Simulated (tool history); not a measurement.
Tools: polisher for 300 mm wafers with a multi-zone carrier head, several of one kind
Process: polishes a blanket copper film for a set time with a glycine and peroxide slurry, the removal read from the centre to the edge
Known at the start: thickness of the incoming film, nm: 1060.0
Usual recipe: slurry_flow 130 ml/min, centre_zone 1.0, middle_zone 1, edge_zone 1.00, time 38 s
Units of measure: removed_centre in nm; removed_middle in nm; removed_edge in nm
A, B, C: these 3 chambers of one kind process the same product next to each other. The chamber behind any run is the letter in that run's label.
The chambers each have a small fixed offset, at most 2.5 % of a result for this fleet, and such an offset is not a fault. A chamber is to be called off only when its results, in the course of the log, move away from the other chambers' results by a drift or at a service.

run	day	slurry_flow	centre_zone	middle_zone	edge_zone	time	removed_centre	removed_middle	removed_edge
1B	0.338	130	1.0	1	1.00	38	208.55	217.36	212.02
2A	0.833	130	1.0	1	1.00	38	211.25	210.56	217.23
# day 1.308: chamber B: worn pad replaced by a new one
3C	1.358	130	1.0	1	1.00	38	211.71	206.02	214.77
4A	1.671	130	1.0	1	1.00	38	213.63	210.80	216.64
5C	2.258	170	0.9	1	1.00	38	198.88	226.14	219.39
# day 2.733: chamber C: worn pad replaced by a new one
6B	2.825	170	0.9	1	1.00	38	194.86	229.17	218.00
# day 3.262: chamber A: worn pad replaced by a new one
7B	3.333	170	0.9	1	1.00	38	194.76	228.28	220.75
8C	3.683	130	1.0	1	1.00	38	214.36	209.77	218.66
9A	4.100	130	1.0	1	1.00	38	212.44	213.77	216.54
# day 4.179: chamber A: centre zone pressure recalibrated
10A	4.488	130	1.0	1	1.00	38	211.89	212.87	220.09
# day 4.758: chamber C: slurry nozzle cleaned
11C	5.042	130	0.9	1	1.00	44	218.17	239.11	248.36
12B	5.471	130	0.9	1	1.00	44	215.50	251.52	251.07
# day 5.838: chamber B: worn pad replaced by a new one
13C	5.933	130	0.9	1	1.00	44	216.53	247.01	253.72
# day 6.046: chamber B: centre zone pressure recalibrated
# day 6.150: chamber C: worn pad replaced by a new one
# day 6.554: chamber A: edge zone pressure recalibrated
14B	6.558	130	1.0	1	1.00	38	210.38	213.90	214.38
15A	6.912	130	1.0	1	1.00	38	213.02	210.89	216.66
16C	7.450	130	1.0	1	1.00	38	210.68	212.27	213.44
17B	7.888	130	1.0	1	1.00	38	207.42	212.23	209.97
# day 8.208: chamber A: worn pad replaced by a new one
18A	8.462	160	1.0	1	1.00	33	192.34	194.72	195.23
19A	8.992	160	1.0	1	1.00	33	195.25	191.26	189.59
# day 9.000: chamber C: worn pad replaced by a new one
20C	9.429	160	1.0	1	1.00	33	192.46	193.31	192.31
# day 9.596: chamber B: worn pad replaced by a new one
21B	9.967	130	1.0	1	1.00	38	201.56	207.57	205.81
22C	10.388	130	1.0	1	1.00	38	210.93	211.39	211.56
23A	10.804	130	1.0	1	1.00	38	214.85	209.34	216.11
24B	11.300	130	1.0	1	1.00	38	199.22	206.74	205.00
# day 11.612: chamber C: worn pad replaced by a new one
25B	11.812	130	1.0	1	1.00	38	200.45	205.73	207.72
26C	12.471	130	1.0	1	1.00	38	214.64	209.63	215.86
27A	12.800	130	1.0	1	1.00	38	213.24	206.17	214.06
# day 13.121: chamber A: worn pad replaced by a new one
28A	13.179	130	1.0	1	1.00	38	213.64	212.09	213.93
# day 13.258: chamber B: worn pad replaced by a new one
# day 13.317: chamber C: centre zone pressure recalibrated
# day 13.325: chamber C: edge zone pressure recalibrated
29C	13.646	130	1.0	1	1.00	38	213.36	212.53	213.89
30B	14.088	130	1.0	1	1.00	38	195.57	203.49	202.62
31A	14.638	130	1.0	1	0.88	51	286.83	288.49	279.79
32B	15.229	130	1.0	1	0.88	51	257.65	266.55	254.86

Next, all 3 chambers run the settings below, one line each with question marks for the results. What does each chamber give?
33A	15.708	130	1.0	1	1.00	45	?	?	?
33B	15.708	130	1.0	1	1.00	45	?	?	?
33C	15.708	130	1.0	1	1.00	45	?	?	?

run	removed_centre	removed_middle	removed_edge
33A	251.47	252.18	256.56
33B	224.46	232.00	236.41
33C	253.10	248.81	253.92
